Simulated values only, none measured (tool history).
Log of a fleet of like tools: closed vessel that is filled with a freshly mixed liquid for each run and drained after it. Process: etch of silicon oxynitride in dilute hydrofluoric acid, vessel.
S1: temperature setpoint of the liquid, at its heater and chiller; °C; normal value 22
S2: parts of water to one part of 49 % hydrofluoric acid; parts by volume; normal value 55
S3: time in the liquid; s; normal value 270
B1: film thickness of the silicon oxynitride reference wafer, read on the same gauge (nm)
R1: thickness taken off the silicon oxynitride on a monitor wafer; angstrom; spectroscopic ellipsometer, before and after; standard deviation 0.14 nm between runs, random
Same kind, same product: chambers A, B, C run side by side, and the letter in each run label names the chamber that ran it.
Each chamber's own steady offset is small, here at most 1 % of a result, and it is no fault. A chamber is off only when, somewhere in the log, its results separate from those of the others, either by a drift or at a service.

run 1A hour=4.3 | S1=22 S2=55 S3=270 | B1=50.023 | R1=171.24
run 2C hour=9.2 | S1=22 S2=55 S3=270 | B1=49.988 | R1=166.37
run 3B hour=16.2 | S1=22 S2=55 S3=270 | B1=50.006 | R1=167.59
run 4C hour=21.5 | S1=22 S2=55 S3=270 | B1=49.99 | R1=167.96
run 5B hour=24.9 | S1=18.5 S2=80 S3=270 | B1=50.022 | R1=93.9
run 6A hour=30.3 | S1=18.5 S2=80 S3=270 | B1=50.024 | R1=96.622
run 7A hour=34.2 | S1=18.5 S2=80 S3=270 | B1=50.013 | R1=95.422
run 8B hour=38.1 | S1=19 S2=55 S3=270 | B1=50.009 | R1=144.33
run 9C hour=42.5 | S1=19 S2=55 S3=270 | B1=49.995 | R1=145.3
run 10C hour=49.2 | S1=19 S2=55 S3=270 | B1=50.019 | R1=146.21
run 11A hour=55.8 | S1=22 S2=55 S3=270 | B1=50.004 | R1=170.41
run 12B hour=59.2 | S1=22 S2=55 S3=270 | B1=50.015 | R1=171.08
-- hour=60.7 chamber C: thermometer replaced
run 13A hour=64.2 | S1=22 S2=55 S3=270 | B1=49.998 | R1=170.29
run 14B hour=69 | S1=22 S2=55 S3=270 | B1=49.984 | R1=172.07
run 15C hour=76.5 | S1=22 S2=55 S3=270 | B1=49.983 | R1=167.52
run 16B hour=83.7 | S1=22 S2=55 S3=270 | B1=49.984 | R1=171.87
run 17C hour=87.9 | S1=22 S2=55 S3=270 | B1=49.998 | R1=168.46
run 18A hour=91.2 | S1=22 S2=55 S3=270 | B1=50.027 | R1=169.56
run 19C hour=94.6 | S1=22 S2=55 S3=270 | B1=50.013 | R1=168.3
-- hour=94.8 chamber B: thermometer replaced
run 20A hour=99.8 | S1=22 S2=55 S3=270 | B1=49.979 | R1=169.7
run 21B hour=104.5 | S1=22 S2=55 S3=270 | B1=50.033 | R1=175.5
run 22B hour=112.1 | S1=22 S2=55 S3=270 | B1=49.986 | R1=178.48
run 23A hour=116.1 | S1=22 S2=85 S3=270 | B1=50.026 | R1=106.73
run 24C hour=123.5 | S1=22 S2=85 S3=270 | B1=49.988 | R1=107.61
run 25B hour=128 | S1=22 S2=85 S3=270 | B1=50.004 | R1=112.95
run 26C hour=132.1 | S1=27 S2=55 S3=170 | B1=50.004 | R1=135.39
run 27A hour=137 | S1=27 S2=55 S3=170 | B1=49.979 | R1=137.27
run 28B hour=141 | S1=27 S2=55 S3=170 | B1=50.007 | R1=142.65
run 29A hour=148.2 | S1=22 S2=55 S3=270 | B1=50.03 | R1=173.14
run 30C hour=155.5 | S1=22 S2=55 S3=270 | B1=50.006 | R1=170.43
run 31B hour=159.8 | S1=22 S2=55 S3=270 | B1=50.015 | R1=179.47
run 32C hour=166.6 | S1=22 S2=55 S3=270 | B1=50.002 | R1=170.95
run 33A hour=170.3 | S1=22 S2=55 S3=270 | B1=50.022 | R1=170.18

All chambers now run identical settings, listed one chamber a line with results as question marks. What results will each chamber show?
run 34A hour=175.8 | S1=22 S2=55 S3=270 | R1=?
run 34B hour=175.8 | S1=22 S2=55 S3=270 | R1=?
run 34C hour=175.8 | S1=22 S2=55 S3=270 | R1=?

run=34A R1=169.3
run=34B R1=182.71
run=34C R1=169.98
